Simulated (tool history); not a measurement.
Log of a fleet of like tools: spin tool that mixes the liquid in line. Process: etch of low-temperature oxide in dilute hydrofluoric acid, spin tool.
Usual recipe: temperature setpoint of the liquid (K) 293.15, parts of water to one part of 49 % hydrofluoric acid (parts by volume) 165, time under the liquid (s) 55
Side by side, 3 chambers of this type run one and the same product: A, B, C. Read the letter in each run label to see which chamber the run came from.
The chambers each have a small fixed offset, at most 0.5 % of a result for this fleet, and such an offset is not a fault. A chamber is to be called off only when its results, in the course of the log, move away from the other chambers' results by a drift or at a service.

run,hour,temperature setpoint of the liquid (K),parts of water to one part of 49 % hydrofluoric acid (parts by volume),time under the liquid (s),"read-back film thickness of the low-temperature oxide reference wafer, read on the same gauge (nm)",thickness taken off the low-temperature oxide on a monitor wafer (nm)
1A,9.7,293.15,165,55,40.048,4.3583
2B,21.2,293.15,165,55,40.027,4.2618
3C,29.5,293.15,165,55,39.979,4.2187
4A,42.7,293.15,165,55,40.023,4.2256
5B,52.7,293.15,165,40,40.026,3.0895
6C,61,293.15,165,40,39.97,3.1198
# hour 68.8: chamber A: hydrofluoric acid flow meter replaced
7B,73.5,293.15,165,40,39.991,3.1083
8C,86.6,293.15,165,55,39.96,4.2876
9A,93.2,293.15,165,55,40.005,4.3267
10B,105.7,293.15,165,55,39.949,4.3234
11A,111.9,293.15,165,55,39.924,4.273
12C,118.5,293.15,165,55,39.997,4.3018
13B,126,293.15,165,55,39.992,4.2889
14C,132.7,297.65,165,55,39.992,5.059
15A,140.7,297.65,165,55,40.016,5.1042
16A,150.9,297.65,165,55,40.033,5.1293
17B,159.6,293.15,165,55,40.021,4.3093
18C,168.4,293.15,165,55,40.011,4.2818
19C,177.1,293.15,165,55,39.988,4.2946
20B,183.4,293.15,165,55,40.021,4.291
21A,195.9,293.15,165,55,40.019,4.3469
22C,207.9,293.15,165,55,39.97,4.3444
23A,220.8,293.15,135,75,40.007,7.3608
24B,227.7,293.15,135,75,39.997,7.3512
25B,236.6,293.15,135,75,39.988,7.3715
26A,245.9,293.15,165,55,39.998,4.2796
27C,254.6,293.15,165,55,39.978,4.2339
28A,264.8,293.15,165,55,40.048,4.3226
29B,273.4,293.15,165,55,40.062,4.2098
# hour 274.8: chamber C: thermometer replaced
30C,280.9,293.15,165,55,40.055,4.2942
31C,294,293.15,165,55,40.017,4.2873
32B,306,293.15,165,55,40.045,4.2507
# hour 311.7: chamber B: thermometer replaced
# hour 314.2: chamber A: thermometer replaced
33A,316,293.15,165,55,39.992,4.2713
34A,328.8,293.15,165,55,40.044,4.2793
35C,336.3,293.15,165,55,39.935,4.2944
36B,343.1,293.15,165,55,39.992,4.2924
37A,355.1,293.15,165,55,40.037,4.2074
38C,366.4,293.15,165,55,39.963,4.3134
39B,374.9,293.15,165,55,39.985,4.3086
40A,381.7,293.15,165,55,40.035,4.2813

The same settings go to every chamber for the next run, one line per chamber below. Forecast the results for each:
41A,391.7,293.15,245,55,,?
41B,391.7,293.15,245,55,,?
41C,391.7,293.15,245,55,,?

run,thickness taken off the low-temperature oxide on a monitor wafer (nm)
41A,2.6521
41B,2.6493
41C,2.6808

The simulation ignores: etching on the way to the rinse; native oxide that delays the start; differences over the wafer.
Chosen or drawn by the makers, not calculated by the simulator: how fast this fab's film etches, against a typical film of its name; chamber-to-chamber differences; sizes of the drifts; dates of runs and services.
